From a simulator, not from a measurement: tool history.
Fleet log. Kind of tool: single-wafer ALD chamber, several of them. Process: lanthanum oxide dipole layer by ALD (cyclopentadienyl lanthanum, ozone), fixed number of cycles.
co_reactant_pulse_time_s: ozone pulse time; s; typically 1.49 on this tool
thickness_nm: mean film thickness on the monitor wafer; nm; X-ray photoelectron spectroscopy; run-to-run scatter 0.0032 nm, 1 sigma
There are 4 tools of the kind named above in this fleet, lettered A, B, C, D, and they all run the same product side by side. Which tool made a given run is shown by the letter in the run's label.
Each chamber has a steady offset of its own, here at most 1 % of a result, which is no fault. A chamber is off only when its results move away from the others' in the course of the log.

run,hour,co_reactant_pulse_time_s,"read-back reference wafer on the same gauge, thickness_nm",thickness_nm
1B,3.9,1.49,0.64157,0.54862
2D,6.4,1.49,0.64245,0.54862
3A,10.8,1.49,0.64175,0.54478
4C,14.1,1.49,0.64262,0.54372
5D,17.5,1.49,0.64225,0.54789
6A,22.7,1.49,0.64159,0.54602
7B,27.3,1.49,0.64128,0.55275
8C,32.7,1.07,0.64225,0.50926
9A,36.3,1.07,0.64225,0.50501
10B,38.9,1.07,0.64213,0.50936
11C,42,1.07,0.64228,0.50587
12D,46.6,1.84,0.6427,0.56454
13A,51.9,1.84,0.6426,0.55796
14C,57.5,1.84,0.64148,0.56276
15D,62,1.84,0.64261,0.55795
16B,67.5,1.49,0.64214,0.54855
17C,73,1.49,0.64209,0.54235
18B,78.3,1.49,0.64266,0.5551
19D,82.3,1.49,0.64261,0.54952
20A,86.9,1.49,0.64233,0.53039
21D,91.7,1.49,0.64203,0.54713
22B,97.2,1.49,0.64108,0.54535
23C,102.6,1.09,0.64099,0.50613
24A,105.9,1.09,0.6417,0.47651
25B,109.8,1.09,0.6432,0.51178
# hour 112.4: chamber B: ozone generator serviced
26A,112.8,1.09,0.64176,0.47501
27D,116.5,1.49,0.64271,0.54571
28C,120.7,1.49,0.6418,0.55095
29B,126.1,1.49,0.64156,0.55106

Next, every chamber runs the same settings. What will each give?
30A,130.2,1.78,,?
30B,130.2,1.78,,?
30C,130.2,1.78,,?
30D,130.2,1.78,,?

run,thickness_nm
30A,0.5326
30B,0.5679
30C,0.56155
30D,0.55896
